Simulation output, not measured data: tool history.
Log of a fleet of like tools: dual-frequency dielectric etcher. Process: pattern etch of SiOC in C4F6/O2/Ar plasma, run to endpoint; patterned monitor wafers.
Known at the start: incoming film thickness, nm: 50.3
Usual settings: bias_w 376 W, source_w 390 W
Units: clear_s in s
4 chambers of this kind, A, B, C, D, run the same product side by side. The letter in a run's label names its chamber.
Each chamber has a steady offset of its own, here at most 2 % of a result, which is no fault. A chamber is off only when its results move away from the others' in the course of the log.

run	hour	bias_w	source_w	hours since the last wet clean	hours since the last bias power generator calibration	hours since the last source power generator calibration	clear_s
1B	7.7	376	390	105.9	180.0	3170.8	18.920
2D	21.2	376	390	77.2	824.5	830.9	18.724
3C	31.8	376	390	248.1	261.9	183.1	18.954
4A	45.6	376	390	219.3	109.5	1189.1	19.327
5C	54.9	376	390	271.2	285.0	206.2	18.825
6B	68.3	376	390	166.5	240.6	3231.4	18.836
7A	78.5	376	390	252.2	142.4	1222.0	19.280
8D	90.1	376	390	146.1	893.4	899.8	18.910
9C	104.7	376	390	321.0	334.8	256.0	19.092
# hour 113.3: chamber B: source power generator calibrated
10A	113.6	376	390	287.3	177.5	1257.1	19.229
11D	126.3	376	440	182.3	929.6	936.0	18.313
12B	140.5	376	440	238.7	312.8	27.3	18.038
13A	154.5	376	440	328.2	218.4	1298.0	18.414
14D	165.6	376	440	221.6	968.9	975.3	18.106
15B	178.7	376	390	276.9	351.0	65.5	18.905
16C	187.9	376	390	404.2	418.0	339.2	18.777
17C	199.1	376	390	415.4	429.2	350.4	18.803
18A	208.1	376	390	381.8	272.0	1351.6	19.253
19D	216.6	376	390	272.6	1019.9	1026.3	18.878
20B	225.1	376	390	323.3	397.4	111.9	18.884
21D	238.3	301	450	294.3	1041.6	1048.0	19.418
22A	252.4	301	450	426.1	316.3	1395.9	19.952
23B	261.4	301	450	359.6	433.7	148.2	19.337
24C	270.9	301	450	487.2	501.0	422.2	19.155
25C	278.0	376	390	494.3	508.1	429.3	18.985
# hour 285.7: chamber C: wet clean of the chamber
26A	288.6	376	390	462.3	352.5	1432.1	19.615
27B	300.1	376	390	398.3	472.4	186.9	18.801
28D	307.2	376	460	363.2	1110.5	1116.9	17.958
# hour 320.2: chamber B: wet clean of the chamber
29B	321.8	376	460	1.7	494.1	208.6	17.776
30D	336.4	376	460	392.4	1139.7	1146.1	18.020
31C	348.1	376	460	62.5	578.2	499.4	17.514
32A	357.0	316	290	530.7	420.9	1500.5	23.709
33A	371.9	316	290	545.6	435.8	1515.4	23.850
# hour 373.4: chamber D: wet clean of the chamber
34C	384.3	316	290	98.7	614.4	535.6	22.446
35D	391.8	316	290	18.4	1195.1	1201.5	22.771
36B	406.4	376	390	86.3	578.7	293.2	18.778
37D	416.6	376	390	43.2	1219.9	1226.3	18.871
38C	427.9	376	390	142.3	658.0	579.2	18.839
# hour 429.7: chamber A: source power generator calibrated
39B	434.8	439	480	114.7	607.1	321.6	16.672
40A	448.6	439	480	622.3	512.5	19.0	17.746
41A	455.8	439	480	629.5	519.7	26.2	17.732
42D	462.7	439	480	89.3	1266.0	1272.4	16.705
43B	471.5	376	390	151.4	643.8	358.3	18.944
44C	485.6	376	390	200.0	715.7	636.9	18.969

Is one chamber off against the others, does the gauge drift, or is nothing wrong? If a chamber is off, say which, and what the likeliest cause is.

Chamber A drifts away from the others.
Cause: etch rate under this chamber's usual, % = 5.45.

Here are 4 candidates for chamber A's next run, each the usual settings with a change, their results left as question marks. Which one brings its results back in line with what the others give on the usual settings?
In line means no further than this from the other chambers' mean on the usual settings: clear_s 0.400 s
45A-1	496.3	339	350				?
45A-2	496.3	311	310				?
45A-3	496.3	458	490				?
45A-4	496.3	376	470				?

The other chambers' mean on the usual settings: clear_s 18.885 s
run	clear_s
45A-1	22.100
45A-2	23.856
45A-3	17.482
45A-4	19.049
45A-4 brings the chamber back in line.
